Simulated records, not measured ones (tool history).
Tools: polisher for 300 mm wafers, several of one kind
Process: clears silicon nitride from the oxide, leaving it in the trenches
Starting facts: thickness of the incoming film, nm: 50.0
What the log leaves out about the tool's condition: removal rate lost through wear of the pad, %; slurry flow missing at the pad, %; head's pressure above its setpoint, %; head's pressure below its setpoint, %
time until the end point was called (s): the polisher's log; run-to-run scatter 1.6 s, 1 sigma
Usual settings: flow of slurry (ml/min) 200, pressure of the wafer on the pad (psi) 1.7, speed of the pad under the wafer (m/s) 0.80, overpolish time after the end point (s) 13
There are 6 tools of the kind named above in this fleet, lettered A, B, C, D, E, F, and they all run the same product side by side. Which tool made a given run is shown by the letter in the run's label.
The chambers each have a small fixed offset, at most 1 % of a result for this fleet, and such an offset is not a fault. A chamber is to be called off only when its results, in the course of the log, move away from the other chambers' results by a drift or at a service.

run,hour,flow of slurry (ml/min),pressure of the wafer on the pad (psi),speed of the pad under the wafer (m/s),overpolish time after the end point (s),wafers polished on this pad,hours since the slurry nozzle was cleaned,hours since the head pressure was calibrated,time until the end point was called (s)
# hour 3.7: chamber F: worn pad replaced by a new one
1C,3.8,200,1.7,0.80,13,249,406.0,54.8,115.50
2A,6.9,200,1.7,0.80,13,595,73.3,509.5,119.39
3E,12.8,200,1.7,0.80,13,933,483.6,922.4,117.53
4F,15.8,200,1.7,0.80,13,74,1010.1,543.6,117.55
5B,19.5,200,1.7,0.80,13,838,24.6,258.1,118.37
# hour 23.7: chamber A: worn pad replaced by a new one
6D,24.4,200,1.7,0.80,13,949,245.5,685.8,118.00
# hour 26.2: chamber F: slurry nozzle cleaned
7D,28.0,200,1.7,0.80,13,971,249.1,689.4,121.64
8B,31.7,200,1.7,0.80,13,913,36.8,270.3,123.25
9C,37.6,200,1.7,0.80,13,456,439.8,88.6,119.86
# hour 38.1: chamber E: worn pad replaced by a new one
10E,44.4,200,1.7,0.80,8,38,515.2,954.0,116.24
# hour 44.5: chamber E: head pressure recalibrated
11A,48.6,200,1.7,0.80,8,152,115.0,551.2,119.64
# hour 50.2: chamber D: worn pad replaced by a new one
12F,53.6,200,1.7,0.80,8,305,27.4,581.4,118.51
13A,58.5,200,1.7,0.80,8,213,124.9,561.1,117.84
14B,62.4,200,1.7,0.80,8,1100,67.5,301.0,122.32
15E,66.3,200,1.7,0.80,8,172,537.1,21.8,118.93
16C,70.5,200,1.7,0.80,13,657,472.7,121.5,115.44
# hour 73.4: chamber A: head pressure recalibrated
17D,74.0,200,1.7,0.80,13,145,295.1,735.4,115.14
18F,80.3,200,1.2,0.58,13,468,54.1,608.1,239.39
19D,87.2,200,1.2,0.58,13,226,308.3,748.6,221.57
20B,90.3,200,1.2,0.58,13,1271,95.4,328.9,236.17
21E,93.4,200,1.2,0.58,13,338,564.2,48.9,227.74
22F,98.1,200,1.2,0.58,13,577,71.9,625.9,237.70
# hour 103.3: chamber B: worn pad replaced by a new one
23A,104.3,200,1.2,0.58,13,492,170.7,30.9,232.58
24C,108.8,200,1.7,0.80,13,891,511.0,159.8,116.60
25A,112.6,200,1.7,0.80,13,543,179.0,39.2,119.08
26F,116.8,200,1.7,0.80,13,691,90.6,644.6,121.91
27C,122.0,200,1.7,0.80,13,972,524.2,173.0,114.92
28E,126.6,200,1.7,0.80,13,541,597.4,82.1,116.35
29B,130.8,200,1.7,0.80,13,168,135.9,369.4,120.45
30D,134.2,200,1.7,0.80,13,513,355.3,795.6,112.04
31E,140.3,200,1.7,0.80,13,624,611.1,95.8,120.58
# hour 144.8: chamber A: worn pad replaced by a new one
32C,146.3,200,1.7,0.80,13,1120,548.5,197.3,112.74
33A,151.9,200,1.7,0.80,13,43,218.3,78.5,118.52
34B,156.3,200,1.7,0.80,13,323,161.4,394.9,120.28
35D,163.1,200,1.7,0.80,13,690,384.2,824.5,108.70
# hour 166.0: chamber C: worn pad replaced by a new one
36F,166.4,200,1.7,0.80,13,994,140.2,694.2,119.26
37D,170.8,200,1.7,0.80,13,737,391.9,832.2,106.47
38B,176.2,200,1.7,0.80,13,445,181.3,414.8,120.65
39F,182.0,200,1.7,0.80,13,1089,155.8,709.8,120.23
40C,186.6,200,1.7,0.80,13,126,588.8,237.6,117.81
41A,192.9,200,1.7,0.80,13,294,259.3,119.5,118.82

Which is it: a chamber that has drifted or been left off by a service, a gauge drift common to all chambers, or only each chamber's usual small offset? If a chamber is off, name it and its likeliest cause.

Little by little, chamber D moves away from the other chambers.
What lies behind it: head's pressure above its setpoint, % = 11.6.

Chamber D could run next with any of the 4 candidate recipes listed below; each alters the usual settings, and their results appear as question marks. Which one brings its results back in line with what the other chambers deliver on the usual settings?
A result is in line if it is within this distance of the other chambers' mean on the usual settings: time until the end point was called (s) 5.800
42D-1,197.8,200,1.7,0.82,13,,,,?
42D-2,197.8,200,1.7,0.78,13,,,,?
42D-3,197.8,200,1.6,0.76,13,,,,?
42D-4,197.8,200,1.8,0.84,13,,,,?

Usual-settings mean across the other chambers: time until the end point was called (s) 118.580
run,time until the end point was called (s)
42D-1,104.150
42D-2,109.550
42D-3,119.490
42D-4,96.007
Change 42D-3 lands the chamber within the allowed miss of the other chambers.

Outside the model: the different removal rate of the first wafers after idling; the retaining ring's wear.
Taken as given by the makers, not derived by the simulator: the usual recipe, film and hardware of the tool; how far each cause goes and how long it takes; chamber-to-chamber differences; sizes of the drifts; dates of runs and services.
